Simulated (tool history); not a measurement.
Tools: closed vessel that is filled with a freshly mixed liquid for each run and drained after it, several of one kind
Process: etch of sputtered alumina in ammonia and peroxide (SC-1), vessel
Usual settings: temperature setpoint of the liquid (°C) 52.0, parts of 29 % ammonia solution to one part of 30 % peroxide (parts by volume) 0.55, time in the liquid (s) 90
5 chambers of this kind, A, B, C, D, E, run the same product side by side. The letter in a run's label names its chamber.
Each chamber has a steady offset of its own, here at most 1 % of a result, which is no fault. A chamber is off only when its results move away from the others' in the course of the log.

run,hour,temperature setpoint of the liquid (°C),parts of 29 % ammonia solution to one part of 30 % peroxide (parts by volume),time in the liquid (s),"read-back film thickness of the sputtered alumina reference wafer, read on the same gauge (nm)",thickness taken off the sputtered alumina on a monitor wafer (angstrom)
1B,8.2,52.0,0.55,90,140.00,67.009
2A,13.4,52.0,0.55,90,139.99,67.405
3C,19.5,52.0,0.55,90,139.98,67.124
4D,27.9,52.0,0.55,90,140.02,66.859
5E,35.1,52.0,0.55,90,139.98,67.274
6C,43.1,52.0,0.55,90,140.01,67.683
7B,47.8,52.0,0.55,90,139.98,66.877
# hour 53.6: chamber E: new drum of ammonia solution connected
8E,53.6,52.0,0.55,90,140.05,66.273
9A,58.9,56.0,0.55,120,140.01,109.800
10D,65.3,56.0,0.55,120,140.02,109.380
11B,72.6,56.0,0.55,120,139.98,110.490
12A,79.0,56.0,0.55,120,140.01,110.390
13E,86.9,56.0,0.55,120,140.00,111.100
14D,95.0,56.5,0.25,90,139.95,79.130
15C,103.6,56.5,0.25,90,140.00,80.015
16B,107.3,56.5,0.25,90,139.99,78.374
17E,111.7,56.5,0.25,90,139.99,79.250
18C,120.2,56.5,0.25,90,139.95,80.464
19A,124.4,52.0,0.75,110,139.98,84.887
20D,131.4,52.0,0.75,110,139.98,83.780
21C,137.7,52.0,0.75,110,140.03,85.386
22A,142.7,52.0,0.75,110,140.02,84.194
23E,146.6,52.0,0.75,110,139.98,84.463
24B,151.8,52.0,0.55,90,140.01,65.820
25D,158.4,52.0,0.55,90,139.98,65.973
26A,163.1,52.0,0.55,55,140.00,40.637
27E,167.9,52.0,0.55,55,140.02,40.948
28B,173.3,52.0,0.55,55,139.98,39.252
29C,181.3,52.0,0.55,55,140.01,41.434
30D,185.6,52.0,0.55,55,139.97,41.175
31A,189.4,52.0,0.55,90,140.01,66.795
32C,197.2,52.0,0.55,90,139.97,67.961
33D,204.6,52.0,0.55,90,139.99,65.920
34B,212.0,52.0,0.55,90,140.00,64.923
35E,220.0,52.0,0.55,90,140.02,66.875
36B,224.3,52.0,0.55,90,139.97,63.920
37C,229.7,52.0,0.55,90,139.97,66.909
38E,235.1,52.0,0.55,90,140.03,66.543
39A,242.0,52.0,0.55,90,140.01,66.179
40D,249.9,52.0,0.55,90,140.03,66.426
41E,257.6,52.0,0.55,90,139.98,67.120

All 5 chambers run these settings next. Forecast each chamber's results:
42A,263.8,52.0,0.55,90,,?
42B,263.8,52.0,0.55,90,,?
42C,263.8,52.0,0.55,90,,?
42D,263.8,52.0,0.55,90,,?
42E,263.8,52.0,0.55,90,,?

run,thickness taken off the sputtered alumina on a monitor wafer (angstrom)
42A,65.911
42B,63.474
42C,67.198
42D,66.709
42E,66.741
